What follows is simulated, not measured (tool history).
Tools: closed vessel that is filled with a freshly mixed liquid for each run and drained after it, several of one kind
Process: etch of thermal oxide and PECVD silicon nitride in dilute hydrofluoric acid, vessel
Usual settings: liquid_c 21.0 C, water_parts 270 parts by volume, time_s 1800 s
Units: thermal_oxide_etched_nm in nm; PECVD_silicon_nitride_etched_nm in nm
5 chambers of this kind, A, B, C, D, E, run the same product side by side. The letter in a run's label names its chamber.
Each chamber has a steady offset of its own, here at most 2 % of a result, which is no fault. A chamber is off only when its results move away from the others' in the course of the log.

run    day  liquid_c  water_parts  time_s  hours since the thermometer was replaced  hours since the hydrofluoric acid flow meter was replaced  read-back film thickness of the thermal oxide reference wafer, read on the same gauge (nm)  read-back film thickness of the PECVD silicon nitride reference wafer, read on the same gauge (nm)  thermal_oxide_etched_nm  PECVD_silicon_nitride_etched_nm
 1B  0.167      21.0          270    1800                                     280.2                                                      983.7                                                                                      120.00                                                                                              89.994                   22.352                          11.6150
 2A  0.321      21.0          270    1800                                    1559.8                                                      674.5                                                                                      120.00                                                                                              90.009                   22.253                          11.2890
 3C  0.504      21.0          270    1800                                    1042.9                                                      249.6                                                                                      119.97                                                                                              90.000                   22.613                          11.5960
 4D  0.608      21.0          270    1800                                     137.7                                                      292.7                                                                                      120.01                                                                                              89.977                   22.585                          11.4080
 5E  0.804      21.0          270    1800                                     652.9                                                     1254.4                                                                                      119.99                                                                                              89.963                   22.742                          11.6160
 6C  0.917      21.0          270    1800                                    1052.8                                                      259.5                                                                                      119.99                                                                                              89.973                   22.741                          11.6630
 7A  1.096      21.0          270    1800                                    1578.4                                                      693.1                                                                                      120.00                                                                                              89.997                   22.267                          11.3790
 8D  1.196      21.0          270    1800                                     151.8                                                      306.8                                                                                      119.97                                                                                              89.993                   22.593                          11.3360
 9E  1.367      21.0          270    1800                                     666.4                                                     1267.9                                                                                      120.04                                                                                              90.007                   22.831                          11.8990
10B  1.475      21.0          270    1800                                     311.6                                                     1015.1                                                                                      119.96                                                                                              89.989                   22.429                          11.6030
11E  1.646      21.0          270    1800                                     673.1                                                     1274.6                                                                                      119.98                                                                                              90.026                   22.713                          11.7910
12B  1.825      21.0          270    1800                                     320.0                                                     1023.5                                                                                      120.01                                                                                              90.011                   22.331                          11.5240
13A  1.925      21.0          270    1800                                    1598.3                                                      713.0                                                                                      119.99                                                                                              90.016                   22.283                          11.2940
14D  2.071      21.0          270    1800                                     172.8                                                      327.8                                                                                      119.99                                                                                              90.010                   22.656                          11.3150
15C  2.258      21.0          270    1800                                    1085.0                                                      291.7                                                                                      120.00                                                                                              90.001                   22.654                          11.6580
16D  2.425      21.0          195    2470                                     181.3                                                      336.3                                                                                      119.99                                                                                              90.015                   45.971                          21.3780
17C  2.575      21.0          195    2470                                    1092.6                                                      299.3                                                                                      120.01                                                                                              90.014                   46.582                          21.8900
18E  2.738      21.0          195    2470                                     699.3                                                     1300.8                                                                                      120.00                                                                                              90.006                   47.469                          22.3050
19A  2.925      21.0          195    2470                                    1622.3                                                      737.0                                                                                      120.02                                                                                              90.026                   45.419                          21.0140
20B  3.021      21.0          195    2470                                     348.7                                                     1052.2                                                                                      119.98                                                                                              89.997                   45.395                          21.5130
21B  3.117      21.0          270    1800                                     351.0                                                     1054.5                                                                                      119.99                                                                                              90.010                   22.430                          11.5100
     3.150  -- chamber A: thermometer replaced
22D  3.258      21.0          270    1800                                     201.3                                                      356.3                                                                                      119.99                                                                                              89.982                   22.519                          11.3290
23E  3.429      21.0          270    1800                                     715.9                                                     1317.4                                                                                      120.00                                                                                              89.995                   23.206                          11.9720
24C  3.604      21.0          270    1800                                    1117.3                                                      324.0                                                                                      119.98                                                                                              90.012                   22.786                          11.7300
25A  3.733      21.0          270    1800                                      14.1                                                      756.4                                                                                      120.00                                                                                              90.003                   22.366                          11.3220
26B  3.917      21.0          270    1800                                     370.2                                                     1073.7                                                                                      120.02                                                                                              90.011                   22.297                          11.4330
27C  4.071      21.0          270    1800                                    1128.5                                                      335.2                                                                                      120.00                                                                                              90.000                   22.692                          11.6940
28D  4.262      21.0          270    1800                                     225.4                                                      380.4                                                                                      119.99                                                                                              90.024                   22.603                          11.2950
29E  4.458      21.0          270    1800                                     740.6                                                     1342.1                                                                                      120.01                                                                                              89.973                   23.423                          12.4850
30A  4.646      18.5          395    1800                                      36.0                                                      778.3                                                                                      120.00                                                                                              89.985                   12.620                           6.7781
31A  4.733      18.5          395    1800                                      38.1                                                      780.4                                                                                      120.00                                                                                              90.002                   12.581                           6.7437
32E  4.829      18.5          395    1800                                     749.5                                                     1351.0                                                                                      120.00                                                                                              90.027                   13.169                           7.2298
33D  4.983      18.5          395    1800                                     242.7                                                      397.7                                                                                      120.04                                                                                              89.977                   12.693                           6.8362
34C  5.133      18.5          395    1800                                    1154.0                                                      360.7                                                                                      120.01                                                                                              90.019                   12.528                           6.8643
35B  5.250      21.0          270    1800                                     402.2                                                     1105.7                                                                                      119.99                                                                                              90.031                   22.453                          11.4850
36C  5.429      21.0          270    1385                                    1161.1                                                      367.8                                                                                      120.00                                                                                              89.977                   17.455                           8.8763

What goes on in this fleet: one chamber off, a drifting gauge, or nothing beyond the chambers' own small offsets? Name the chamber and the cause, if any.

Chamber E drifts away from the others.
Cause: liquid hotter than its thermometer reads (K) = 1.27.

Here are 4 candidates for chamber E's next run, each the usual settings with a change, their results left as question marks. Which one brings its results back in line with what the others give on the usual settings?
In line means no further than this from the other chambers' mean on the usual settings: thermal_oxide_etched_nm 0.310 nm; PECVD_silicon_nitride_etched_nm 0.3100 nm
37E-1  5.571      20.0          260    1680                                                                                                                                                                                                                                                                                                                             ?                                ?
37E-2  5.571      22.0          280    1925                                                                                                                                                                                                                                                                                                                             ?                                ?
37E-3  5.571      22.5          280    1990                                                                                                                                                                                                                                                                                                                             ?                                ?
37E-4  5.571      19.5          255    1595                                                                                                                                                                                                                                                                                                                             ?                                ?

The other chambers' mean on the usual settings: thermal_oxide_etched_nm 22.488 nm; PECVD_silicon_nitride_etched_nm 11.4940 nm
  run  thermal_oxide_etched_nm  PECVD_silicon_nitride_etched_nm
37E-1                   22.365                          11.3720
37E-2                   25.117                          13.7570
37E-3                   26.438                          14.6770
37E-4                   21.344                          10.6500
37E-1 brings the chamber back in line.
